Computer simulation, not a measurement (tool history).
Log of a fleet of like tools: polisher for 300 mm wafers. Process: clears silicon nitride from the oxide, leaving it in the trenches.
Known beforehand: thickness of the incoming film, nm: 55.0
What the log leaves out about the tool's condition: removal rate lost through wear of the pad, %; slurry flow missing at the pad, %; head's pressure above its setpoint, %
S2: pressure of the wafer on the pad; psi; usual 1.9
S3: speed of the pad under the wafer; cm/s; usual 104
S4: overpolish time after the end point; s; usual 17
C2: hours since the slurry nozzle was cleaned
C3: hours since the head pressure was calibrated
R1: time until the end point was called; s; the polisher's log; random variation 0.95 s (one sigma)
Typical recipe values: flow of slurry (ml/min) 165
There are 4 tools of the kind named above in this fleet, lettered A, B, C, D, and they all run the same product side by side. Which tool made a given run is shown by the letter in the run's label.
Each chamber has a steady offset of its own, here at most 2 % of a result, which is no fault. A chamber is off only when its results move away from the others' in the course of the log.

{"run": "1C", "hour": 11.4, "flow of slurry (ml/min)": 165, "S2": 1.9, "S3": 104, "S4": 17, "wafers polished on this pad": 928, "C2": 255.2, "C3": 254.8, "R1": 87.102}
{"run": "2D", "hour": 20.6, "flow of slurry (ml/min)": 165, "S2": 1.9, "S3": 104, "S4": 17, "wafers polished on this pad": 899, "C2": 214.6, "C3": 654.2, "R1": 86.431}
{"run": "3B", "hour": 32.7, "flow of slurry (ml/min)": 165, "S2": 1.9, "S3": 104, "S4": 17, "wafers polished on this pad": 821, "C2": 417.3, "C3": 415.3, "R1": 86.221}
{"hour": 40.1, "done": "chamber D: worn pad replaced by a new one"}
{"run": "4A", "hour": 44.3, "flow of slurry (ml/min)": 165, "S2": 1.9, "S3": 104, "S4": 17, "wafers polished on this pad": 542, "C2": 78.4, "C3": 208.2, "R1": 86.543}
{"run": "5A", "hour": 50.6, "flow of slurry (ml/min)": 165, "S2": 1.9, "S3": 104, "S4": 17, "wafers polished on this pad": 579, "C2": 84.7, "C3": 214.5, "R1": 86.818}
{"hour": 58.0, "done": "chamber A: worn pad replaced by a new one"}
{"run": "6C", "hour": 58.2, "flow of slurry (ml/min)": 165, "S2": 1.9, "S3": 116, "S4": 20, "wafers polished on this pad": 1199, "C2": 302, "C3": 301.6, "R1": 80.198}
{"run": "7D", "hour": 68.0, "flow of slurry (ml/min)": 165, "S2": 1.9, "S3": 116, "S4": 20, "wafers polished on this pad": 161, "C2": 262, "C3": 701.6, "R1": 78.126}
{"run": "8B", "hour": 73.3, "flow of slurry (ml/min)": 165, "S2": 1.9, "S3": 116, "S4": 20, "wafers polished on this pad": 1057, "C2": 457.9, "C3": 455.9, "R1": 77.768}
{"run": "9C", "hour": 79.0, "flow of slurry (ml/min)": 165, "S2": 1.9, "S3": 116, "S4": 20, "wafers polished on this pad": 1320, "C2": 322.8, "C3": 322.4, "R1": 80.508}
{"hour": 80.8, "done": "chamber C: worn pad replaced by a new one"}
{"run": "10A", "hour": 86.3, "flow of slurry (ml/min)": 165, "S2": 1.9, "S3": 104, "S4": 17, "wafers polished on this pad": 164, "C2": 120.4, "C3": 250.2, "R1": 86.68}
{"run": "11D", "hour": 94.9, "flow of slurry (ml/min)": 165, "S2": 1.9, "S3": 104, "S4": 17, "wafers polished on this pad": 317, "C2": 288.9, "C3": 728.5, "R1": 83.833}
{"run": "12B", "hour": 100.9, "flow of slurry (ml/min)": 165, "S2": 1.9, "S3": 104, "S4": 17, "wafers polished on this pad": 1217, "C2": 485.5, "C3": 483.5, "R1": 87.5}
{"run": "13C", "hour": 111.2, "flow of slurry (ml/min)": 165, "S2": 1.9, "S3": 104, "S4": 17, "wafers polished on this pad": 176, "C2": 355, "C3": 354.6, "R1": 86.782}
{"run": "14B", "hour": 117.7, "flow of slurry (ml/min)": 165, "S2": 1.9, "S3": 104, "S4": 17, "wafers polished on this pad": 1314, "C2": 502.3, "C3": 500.3, "R1": 89.262}
{"run": "15D", "hour": 124.5, "flow of slurry (ml/min)": 165, "S2": 2.5, "S3": 104, "S4": 17, "wafers polished on this pad": 489, "C2": 318.5, "C3": 758.1, "R1": 64.427}
{"run": "16A", "hour": 135.3, "flow of slurry (ml/min)": 165, "S2": 2.5, "S3": 104, "S4": 17, "wafers polished on this pad": 448, "C2": 169.4, "C3": 299.2, "R1": 65.283}
{"run": "17C", "hour": 145.3, "flow of slurry (ml/min)": 165, "S2": 2.5, "S3": 104, "S4": 17, "wafers polished on this pad": 374, "C2": 389.1, "C3": 388.7, "R1": 67.634}
{"run": "18B", "hour": 155.8, "flow of slurry (ml/min)": 165, "S2": 2.5, "S3": 104, "S4": 17, "wafers polished on this pad": 1535, "C2": 540.4, "C3": 538.4, "R1": 68.542}
{"run": "19D", "hour": 164.3, "flow of slurry (ml/min)": 165, "S2": 1.9, "S3": 104, "S4": 17, "wafers polished on this pad": 720, "C2": 358.3, "C3": 797.9, "R1": 87.041}
{"hour": 168.8, "done": "chamber A: worn pad replaced by a new one"}
{"run": "20A", "hour": 174.1, "flow of slurry (ml/min)": 165, "S2": 1.9, "S3": 104, "S4": 17, "wafers polished on this pad": 30, "C2": 208.2, "C3": 338, "R1": 85.216}
{"hour": 176.7, "done": "chamber C: slurry nozzle cleaned"}
{"hour": 177.8, "done": "chamber B: worn pad replaced by a new one"}
{"run": "21C", "hour": 185.4, "flow of slurry (ml/min)": 165, "S2": 1.9, "S3": 104, "S4": 17, "wafers polished on this pad": 606, "C2": 8.8, "C3": 428.8, "R1": 87.987}
{"run": "22A", "hour": 196.2, "flow of slurry (ml/min)": 165, "S2": 1.9, "S3": 104, "S4": 17, "wafers polished on this pad": 158, "C2": 230.3, "C3": 360.1, "R1": 85.651}
{"run": "23B", "hour": 208.2, "flow of slurry (ml/min)": 165, "S2": 1.9, "S3": 104, "S4": 17, "wafers polished on this pad": 176, "C2": 592.8, "C3": 590.8, "R1": 88.046}
{"run": "24D", "hour": 214.7, "flow of slurry (ml/min)": 165, "S2": 1.9, "S3": 104, "S4": 17, "wafers polished on this pad": 1012, "C2": 408.7, "C3": 848.3, "R1": 86.764}
{"hour": 219.4, "done": "chamber D: worn pad replaced by a new one"}
{"run": "25B", "hour": 226.3, "flow of slurry (ml/min)": 165, "S2": 1.9, "S3": 104, "S4": 17, "wafers polished on this pad": 281, "C2": 610.9, "C3": 608.9, "R1": 89.968}
{"run": "26C", "hour": 236.6, "flow of slurry (ml/min)": 165, "S2": 2.3, "S3": 82, "S4": 17, "wafers polished on this pad": 903, "C2": 60, "C3": 480, "R1": 91.569}
{"run": "27A", "hour": 242.0, "flow of slurry (ml/min)": 165, "S2": 2.3, "S3": 82, "S4": 17, "wafers polished on this pad": 424, "C2": 276.1, "C3": 405.9, "R1": 88.683}
{"hour": 244.7, "done": "chamber A: slurry nozzle cleaned"}
{"run": "28D", "hour": 253.8, "flow of slurry (ml/min)": 165, "S2": 2.3, "S3": 82, "S4": 17, "wafers polished on this pad": 200, "C2": 447.8, "C3": 887.4, "R1": 89.981}
{"run": "29C", "hour": 262.6, "flow of slurry (ml/min)": 165, "S2": 2.3, "S3": 82, "S4": 17, "wafers polished on this pad": 1054, "C2": 86, "C3": 506, "R1": 90.654}
{"run": "30B", "hour": 272.2, "flow of slurry (ml/min)": 165, "S2": 1.9, "S3": 104, "S4": 17, "wafers polished on this pad": 548, "C2": 656.8, "C3": 654.8, "R1": 93.269}
{"run": "31D", "hour": 283.5, "flow of slurry (ml/min)": 140, "S2": 1.9, "S3": 138, "S4": 17, "wafers polished on this pad": 372, "C2": 477.5, "C3": 917.1, "R1": 66.353}
{"hour": 285.1, "done": "chamber A: worn pad replaced by a new one"}
{"run": "32A", "hour": 295.1, "flow of slurry (ml/min)": 140, "S2": 1.9, "S3": 138, "S4": 17, "wafers polished on this pad": 58, "C2": 50.4, "C3": 459, "R1": 66.568}
{"run": "33B", "hour": 304.5, "flow of slurry (ml/min)": 140, "S2": 1.9, "S3": 138, "S4": 17, "wafers polished on this pad": 735, "C2": 689.1, "C3": 687.1, "R1": 72.429}
{"run": "34A", "hour": 310.7, "flow of slurry (ml/min)": 140, "S2": 1.9, "S3": 138, "S4": 17, "wafers polished on this pad": 148, "C2": 66, "C3": 474.6, "R1": 67.039}
{"run": "35C", "hour": 318.7, "flow of slurry (ml/min)": 165, "S2": 1.9, "S3": 104, "S4": 17, "wafers polished on this pad": 1380, "C2": 142.1, "C3": 562.1, "R1": 88.047}
{"run": "36D", "hour": 326.2, "flow of slurry (ml/min)": 165, "S2": 1.9, "S3": 104, "S4": 17, "wafers polished on this pad": 619, "C2": 520.2, "C3": 959.8, "R1": 84.835}
{"hour": 331.0, "done": "chamber C: worn pad replaced by a new one"}
{"run": "37A", "hour": 332.3, "flow of slurry (ml/min)": 165, "S2": 1.9, "S3": 104, "S4": 17, "wafers polished on this pad": 273, "C2": 87.6, "C3": 496.2, "R1": 87.044}
{"run": "38C", "hour": 339.8, "flow of slurry (ml/min)": 165, "S2": 1.9, "S3": 104, "S4": 17, "wafers polished on this pad": 51, "C2": 163.2, "C3": 583.2, "R1": 88.211}
{"run": "39B", "hour": 346.3, "flow of slurry (ml/min)": 165, "S2": 1.9, "S3": 104, "S4": 17, "wafers polished on this pad": 977, "C2": 730.9, "C3": 728.9, "R1": 94.674}
{"run": "40D", "hour": 352.2, "flow of slurry (ml/min)": 165, "S2": 1.9, "S3": 104, "S4": 17, "wafers polished on this pad": 770, "C2": 546.2, "C3": 985.8, "R1": 86.659}
{"run": "41C", "hour": 361.2, "flow of slurry (ml/min)": 165, "S2": 1.9, "S3": 104, "S4": 17, "wafers polished on this pad": 175, "C2": 184.6, "C3": 604.6, "R1": 87.057}

All 4 chambers run these settings next. Forecast each chamber's results:
{"run": "42A", "hour": 369.9, "flow of slurry (ml/min)": 165, "S2": 1.9, "S3": 104, "S4": 17, "R1": "?"}
{"run": "42B", "hour": 369.9, "flow of slurry (ml/min)": 165, "S2": 1.9, "S3": 104, "S4": 17, "R1": "?"}
{"run": "42C", "hour": 369.9, "flow of slurry (ml/min)": 165, "S2": 1.9, "S3": 104, "S4": 17, "R1": "?"}
{"run": "42D", "hour": 369.9, "flow of slurry (ml/min)": 165, "S2": 1.9, "S3": 104, "S4": 17, "R1": "?"}

run=42A R1=86.085
run=42B R1=97.907
run=42C R1=90.035
run=42D R1=85.274
